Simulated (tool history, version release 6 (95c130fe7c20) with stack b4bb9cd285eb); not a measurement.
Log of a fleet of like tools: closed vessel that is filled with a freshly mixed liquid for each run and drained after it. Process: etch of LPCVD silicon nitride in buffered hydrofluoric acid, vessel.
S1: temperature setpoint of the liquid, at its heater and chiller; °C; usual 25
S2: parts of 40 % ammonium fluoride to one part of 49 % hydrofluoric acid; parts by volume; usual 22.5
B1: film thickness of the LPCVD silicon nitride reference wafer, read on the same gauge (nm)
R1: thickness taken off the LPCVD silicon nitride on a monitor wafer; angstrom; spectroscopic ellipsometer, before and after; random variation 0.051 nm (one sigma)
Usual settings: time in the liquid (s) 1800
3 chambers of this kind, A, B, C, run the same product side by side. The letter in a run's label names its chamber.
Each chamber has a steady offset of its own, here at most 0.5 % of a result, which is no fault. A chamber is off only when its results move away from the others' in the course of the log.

Run 1C, hour 3.7: usual settings; B1 130.02. Result: R1 124.21 angstrom.
Run 2B, hour 8: usual settings; B1 130. Result: R1 123.64 angstrom.
Run 3A, hour 12.4: usual settings; B1 130.01. Result: R1 123.61 angstrom.
Run 4C, hour 18.9: usual settings; B1 129.98. Result: R1 124.05 angstrom.
Run 5B, hour 24.5: usual settings; B1 129.99. Result: R1 123.03 angstrom.
Run 6A, hour 28.5: usual settings; B1 129.98. Result: R1 124.42 angstrom.
Run 7A, hour 32.6: usual settings; B1 130. Result: R1 124.7 angstrom.
Run 8C, hour 36.8: usual settings but S1 28 °C, time in the liquid (s) 1055; B1 130. Result: R1 85.833 angstrom.
Run 9B, hour 41.8: usual settings but S1 28 °C, time in the liquid (s) 1055; B1 129.97. Result: R1 85.916 angstrom.
Run 10C, hour 47.1: usual settings but S1 28 °C, time in the liquid (s) 1055; B1 129.99. Result: R1 85.646 angstrom.
Run 11B, hour 52: usual settings; B1 130.02. Result: R1 124.29 angstrom.
Run 12A, hour 58.8: usual settings; B1 130.04. Result: R1 123.32 angstrom.
Run 13B, hour 64.1: usual settings; B1 129.98. Result: R1 124.74 angstrom.
Run 14C, hour 70.6: usual settings; B1 129.99. Result: R1 123.81 angstrom.
Run 15A, hour 74: usual settings but S1 22.5 °C, S2 26.5 parts by volume; B1 130. Result: R1 95.468 angstrom.
Run 16B, hour 77.9: usual settings but S1 22.5 °C, S2 26.5 parts by volume; B1 129.98. Result: R1 96.008 angstrom.
Run 17A, hour 83.6: usual settings but S1 22.5 °C, S2 26.5 parts by volume; B1 130. Result: R1 95.557 angstrom.
Run 18C, hour 89.3: usual settings; B1 130. Result: R1 124.4 angstrom.
Run 19A, hour 92.8: usual settings; B1 130.01. Result: R1 120.46 angstrom.
Run 20C, hour 96.9: usual settings; B1 130.02. Result: R1 123.9 angstrom.
Run 21B, hour 101.1: usual settings; B1 130.02. Result: R1 124.23 angstrom.
Run 22C, hour 106.3: usual settings; B1 130.01. Result: R1 124.03 angstrom.
Run 23B, hour 111.2: usual settings; B1 130. Result: R1 124.13 angstrom.
Run 24A, hour 114.4: usual settings; B1 130.02. Result: R1 120.07 angstrom.
Run 25C, hour 119.2: usual settings; B1 129.98. Result: R1 123.43 angstrom.
Run 26B, hour 123.2: usual settings; B1 130.03. Result: R1 124.4 angstrom.

All 3 chambers run these settings next. Forecast each chamber's results:
Run 27A, hour 128: usual settings. Result: R1 ?.
Run 27B, hour 128: usual settings. Result: R1 ?.
Run 27C, hour 128: usual settings. Result: R1 ?.

run      R1
27A   119.2
27B  124.17
27C  124.03

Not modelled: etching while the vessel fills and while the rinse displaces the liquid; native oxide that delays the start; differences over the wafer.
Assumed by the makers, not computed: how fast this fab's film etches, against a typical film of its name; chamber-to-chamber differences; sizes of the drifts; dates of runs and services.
